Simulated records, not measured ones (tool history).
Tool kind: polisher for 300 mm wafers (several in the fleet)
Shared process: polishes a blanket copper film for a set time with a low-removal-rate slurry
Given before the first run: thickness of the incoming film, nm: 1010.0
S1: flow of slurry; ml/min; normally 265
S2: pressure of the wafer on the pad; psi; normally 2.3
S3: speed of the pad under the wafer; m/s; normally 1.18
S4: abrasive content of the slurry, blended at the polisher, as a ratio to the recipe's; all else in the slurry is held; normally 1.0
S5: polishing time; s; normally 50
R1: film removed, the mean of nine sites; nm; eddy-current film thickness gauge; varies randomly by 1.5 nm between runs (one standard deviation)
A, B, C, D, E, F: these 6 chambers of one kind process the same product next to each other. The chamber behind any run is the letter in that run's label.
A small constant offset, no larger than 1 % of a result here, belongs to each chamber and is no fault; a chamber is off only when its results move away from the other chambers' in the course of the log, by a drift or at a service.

run,day,S1,S2,S3,S4,S5,R1
1B,0.233,265,2.3,1.18,1.0,50,137.840
# day 0.646: chamber B: worn pad replaced by a new one
2A,0.667,265,2.3,1.18,1.0,50,141.890
3C,0.879,265,2.3,1.18,1.0,50,140.370
4F,1.188,265,2.3,1.18,1.0,50,140.970
# day 1.192: chamber F: slurry nozzle cleaned
# day 1.208: chamber C: worn pad replaced by a new one
5D,1.392,265,2.3,1.18,1.0,50,140.200
# day 1.588: chamber A: worn pad replaced by a new one
6E,1.838,265,2.3,1.18,1.0,50,139.350
# day 1.946: chamber B: slurry nozzle cleaned
7A,2.212,265,2.3,1.18,1.0,50,137.820
# day 2.258: chamber E: slurry nozzle cleaned
8D,2.508,265,2.3,1.18,1.0,50,139.440
# day 2.600: chamber D: worn pad replaced by a new one
9B,2.717,265,2.3,1.18,1.2,56,161.610
10C,3.046,265,2.3,1.18,1.2,56,161.710
# day 3.175: chamber A: slurry blender recalibrated
11F,3.304,265,2.3,1.18,1.2,56,159.880
# day 3.350: chamber E: worn pad replaced by a new one
# day 3.604: chamber D: head pressure recalibrated
12E,3.746,265,2.3,1.18,1.2,56,163.400
13F,4.079,265,2.3,1.18,1.2,56,156.830
14A,4.396,265,2.3,1.18,1.2,56,162.610
# day 4.575: chamber A: worn pad replaced by a new one
# day 4.588: chamber B: slurry blender recalibrated
# day 4.608: chamber D: slurry blender recalibrated
# day 4.729: chamber E: head pressure recalibrated
# day 4.758: chamber F: slurry blender recalibrated
# day 4.804: chamber B: worn pad replaced by a new one
15C,4.842,265,2.3,0.96,1.0,58,132.320
16D,5.279,265,2.3,0.96,1.0,58,132.170
17E,5.700,265,2.3,0.96,1.0,58,133.680
# day 5.825: chamber D: worn pad replaced by a new one
# day 5.912: chamber E: slurry blender recalibrated
18B,6.046,265,2.3,0.96,1.0,58,132.020
19A,6.333,265,2.3,0.96,1.0,58,131.830
# day 6.600: chamber E: worn pad replaced by a new one
20D,6.771,265,2.3,0.96,1.0,58,131.670
21C,7.012,265,2.3,1.18,1.0,50,135.900
22B,7.296,265,2.3,1.18,1.0,50,140.020
23E,7.654,265,2.3,1.18,1.0,50,139.930
24F,7.854,265,2.3,1.18,1.0,50,134.170
# day 7.867: chamber C: worn pad replaced by a new one
# day 7.954: chamber A: worn pad replaced by a new one
25C,8.071,265,2.3,1.18,1.0,50,140.770
26B,8.383,265,2.3,1.18,1.0,50,140.830
# day 8.404: chamber C: slurry nozzle cleaned
27E,8.588,265,2.3,1.18,1.0,50,139.690
28F,8.829,265,2.3,1.18,1.0,50,127.910
# day 8.950: chamber B: worn pad replaced by a new one
29A,9.208,265,2.3,1.18,1.0,50,138.830
# day 9.408: chamber D: worn pad replaced by a new one
30D,9.592,265,2.3,1.18,1.0,50,142.180
31E,9.817,265,1.8,1.18,1.0,50,109.690
# day 9.904: chamber D: slurry nozzle cleaned
32F,10.162,265,1.8,1.18,1.0,50,101.150
# day 10.479: chamber E: worn pad replaced by a new one
33D,10.600,265,1.8,1.18,1.0,50,111.470
# day 10.604: chamber D: slurry blender recalibrated
34A,10.879,265,1.8,1.18,1.0,50,109.640
# day 11.088: chamber C: slurry blender recalibrated
# day 11.112: chamber A: worn pad replaced by a new one
35C,11.196,265,1.8,1.18,1.0,50,111.480
36B,11.492,265,1.8,1.18,1.0,50,108.580
37D,11.758,265,2.1,1.18,1.0,40,103.120
# day 12.000: chamber F: slurry blender recalibrated
38A,12.008,265,2.1,1.18,1.0,40,100.050
39E,12.312,265,2.1,1.18,1.0,40,101.730
40C,12.621,265,2.1,1.18,1.0,40,101.970
41F,12.900,265,2.1,1.18,1.0,40,91.728

All 6 chambers run these settings next. Forecast each chamber's results:
42A,13.225,265,2.3,1.18,1.0,34,?
42B,13.225,265,2.3,1.18,1.0,34,?
42C,13.225,265,2.3,1.18,1.0,34,?
42D,13.225,265,2.3,1.18,1.0,34,?
42E,13.225,265,2.3,1.18,1.0,34,?
42F,13.225,265,2.3,1.18,1.0,34,?

run,R1
42A,95.735
42B,94.121
42C,93.962
42D,97.093
42E,94.222
42F,85.126

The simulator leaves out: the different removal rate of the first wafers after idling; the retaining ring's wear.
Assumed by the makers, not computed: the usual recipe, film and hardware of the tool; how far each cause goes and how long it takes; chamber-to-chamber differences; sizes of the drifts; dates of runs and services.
